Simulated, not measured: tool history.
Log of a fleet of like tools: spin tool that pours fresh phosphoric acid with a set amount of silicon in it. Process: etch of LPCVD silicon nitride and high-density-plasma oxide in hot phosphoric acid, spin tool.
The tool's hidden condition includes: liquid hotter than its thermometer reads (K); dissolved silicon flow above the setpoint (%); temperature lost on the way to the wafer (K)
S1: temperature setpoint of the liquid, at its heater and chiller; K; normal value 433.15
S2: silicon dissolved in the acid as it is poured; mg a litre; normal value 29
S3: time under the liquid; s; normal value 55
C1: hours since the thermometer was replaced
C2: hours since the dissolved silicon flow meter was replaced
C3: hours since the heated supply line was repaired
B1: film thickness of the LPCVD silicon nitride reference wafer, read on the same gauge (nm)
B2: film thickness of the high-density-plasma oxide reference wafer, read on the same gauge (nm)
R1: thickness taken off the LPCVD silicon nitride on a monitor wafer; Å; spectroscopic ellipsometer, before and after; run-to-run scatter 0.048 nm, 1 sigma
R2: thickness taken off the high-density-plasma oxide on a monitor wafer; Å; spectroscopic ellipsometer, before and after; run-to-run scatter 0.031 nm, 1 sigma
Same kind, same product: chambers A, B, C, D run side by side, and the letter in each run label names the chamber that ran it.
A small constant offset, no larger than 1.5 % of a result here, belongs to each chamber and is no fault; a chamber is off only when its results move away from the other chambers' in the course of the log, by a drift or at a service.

run 1D hour=4.7 | S1=433.15 S2=29 S3=55 | C1=593.8 C2=541.0 C3=1233.2 | B1=89.967 B2=129.98 | R1=50.081 R2=1.90300
run 2A hour=10.5 | S1=433.15 S2=29 S3=55 | C1=900.1 C2=367.7 C3=1686.5 | B1=90.029 B2=130.05 | R1=49.725 R2=0.74877
run 3C hour=15.6 | S1=433.15 S2=29 S3=55 | C1=1102.1 C2=784.9 C3=690.0 | B1=89.998 B2=129.95 | R1=50.521 R2=1.71840
run 4B hour=21.6 | S1=433.15 S2=29 S3=55 | C1=1317.3 C2=942.1 C3=1315.8 | B1=89.976 B2=130.01 | R1=49.297 R2=1.99150
run 5B hour=29.8 | S1=433.15 S2=29 S3=55 | C1=1325.5 C2=950.3 C3=1324.0 | B1=89.971 B2=130.02 | R1=49.463 R2=2.11920
run 6D hour=34.8 | S1=433.15 S2=29 S3=55 | C1=623.9 C2=571.1 C3=1263.3 | B1=90.016 B2=130.00 | R1=48.723 R2=1.88890
run 7A hour=41.2 | S1=433.15 S2=29 S3=55 | C1=930.8 C2=398.4 C3=1717.2 | B1=89.966 B2=129.97 | R1=49.093 R2=1.57280
run 8C hour=48.6 | S1=433.15 S2=29 S3=55 | C1=1135.1 C2=817.9 C3=723.0 | B1=90.006 B2=130.01 | R1=49.663 R2=1.70280
run 9D hour=53.0 | S1=433.15 S2=29 S3=55 | C1=642.1 C2=589.3 C3=1281.5 | B1=90.017 B2=129.98 | R1=49.693 R2=1.73400
run 10A hour=57.9 | S1=433.15 S2=29 S3=55 | C1=947.5 C2=415.1 C3=1733.9 | B1=90.021 B2=130.03 | R1=50.211 R2=1.77290
run 11C hour=66.3 | S1=433.15 S2=29 S3=55 | C1=1152.8 C2=835.6 C3=740.7 | B1=89.967 B2=130.00 | R1=50.648 R2=1.91070
run 12B hour=73.3 | S1=433.15 S2=29 S3=55 | C1=1369.0 C2=993.8 C3=1367.5 | B1=90.002 B2=129.99 | R1=50.353 R2=1.44860
run 13D hour=81.6 | S1=433.15 S2=29 S3=55 | C1=670.7 C2=617.9 C3=1310.1 | B1=89.992 B2=130.00 | R1=49.899 R2=1.52930
run 14A hour=90.0 | S1=433.15 S2=29 S3=55 | C1=979.6 C2=447.2 C3=1766.0 | B1=90.017 B2=129.98 | R1=50.144 R2=1.32940
run 15C hour=97.1 | S1=433.15 S2=29 S3=55 | C1=1183.6 C2=866.4 C3=771.5 | B1=89.988 B2=130.01 | R1=49.725 R2=1.48710
run 16B hour=101.9 | S1=433.15 S2=29 S3=55 | C1=1397.6 C2=1022.4 C3=1396.1 | B1=90.004 B2=130.00 | R1=49.036 R2=1.85400
run 17A hour=109.5 | S1=433.15 S2=29 S3=55 | C1=999.1 C2=466.7 C3=1785.5 | B1=89.983 B2=129.95 | R1=49.287 R2=1.85210
run 18C hour=115.5 | S1=433.15 S2=29 S3=55 | C1=1202.0 C2=884.8 C3=789.9 | B1=89.994 B2=130.01 | R1=50.366 R2=1.04260
run 19D hour=123.4 | S1=433.15 S2=50 S3=40 | C1=712.5 C2=659.7 C3=1351.9 | B1=89.992 B2=129.98 | R1=36.609 R2=0.62753
-- hour=125.9 chamber A: thermometer replaced
run 20B hour=131.2 | S1=433.15 S2=50 S3=40 | C1=1426.9 C2=1051.7 C3=1425.4 | B1=90.007 B2=129.99 | R1=35.519 R2=0.44178
run 21C hour=139.7 | S1=433.15 S2=50 S3=40 | C1=1226.2 C2=909.0 C3=814.1 | B1=90.015 B2=129.99 | R1=36.126 R2=0.39305
run 22B hour=146.2 | S1=433.15 S2=50 S3=40 | C1=1441.9 C2=1066.7 C3=1440.4 | B1=89.988 B2=129.95 | R1=36.022 R2=0.23703
run 23D hour=154.5 | S1=433.15 S2=29 S3=55 | C1=743.6 C2=690.8 C3=1383.0 | B1=90.011 B2=130.00 | R1=48.809 R2=1.78380
run 24A hour=159.1 | S1=433.15 S2=29 S3=55 | C1=33.2 C2=516.3 C3=1835.1 | B1=90.013 B2=130.03 | R1=50.554 R2=1.69080
run 25D hour=164.1 | S1=433.15 S2=29 S3=55 | C1=753.2 C2=700.4 C3=1392.6 | B1=90.009 B2=129.95 | R1=48.349 R2=1.52170
run 26B hour=173.0 | S1=433.15 S2=29 S3=55 | C1=1468.7 C2=1093.5 C3=1467.2 | B1=90.018 B2=130.03 | R1=49.914 R2=1.68470
run 27A hour=181.5 | S1=433.15 S2=29 S3=55 | C1=55.6 C2=538.7 C3=1857.5 | B1=90.026 B2=130.00 | R1=48.859 R2=1.67490
run 28C hour=186.7 | S1=433.15 S2=29 S3=55 | C1=1273.2 C2=956.0 C3=861.1 | B1=89.992 B2=129.97 | R1=50.292 R2=1.15040
run 29C hour=191.4 | S1=433.15 S2=29 S3=35 | C1=1277.9 C2=960.7 C3=865.8 | B1=89.993 B2=130.01 | R1=31.556 R2=0.96796
run 30B hour=200.2 | S1=433.15 S2=29 S3=35 | C1=1495.9 C2=1120.7 C3=1494.4 | B1=89.987 B2=130.03 | R1=31.156 R2=1.05190
run 31A hour=208.5 | S1=433.15 S2=29 S3=35 | C1=82.6 C2=565.7 C3=1884.5 | B1=90.017 B2=129.95 | R1=31.876 R2=0.78616
run 32D hour=217.5 | S1=433.15 S2=29 S3=35 | C1=806.6 C2=753.8 C3=1446.0 | B1=90.021 B2=129.99 | R1=31.554 R2=0.92389

Has any chamber moved away from the others, gradually or after a service, or does the common gauge drift, or do the chambers differ only by their own small steady offsets? State the chamber and the most likely cause if one applies.

No chamber stands off beyond its own small offset, and the gauge holds steady.

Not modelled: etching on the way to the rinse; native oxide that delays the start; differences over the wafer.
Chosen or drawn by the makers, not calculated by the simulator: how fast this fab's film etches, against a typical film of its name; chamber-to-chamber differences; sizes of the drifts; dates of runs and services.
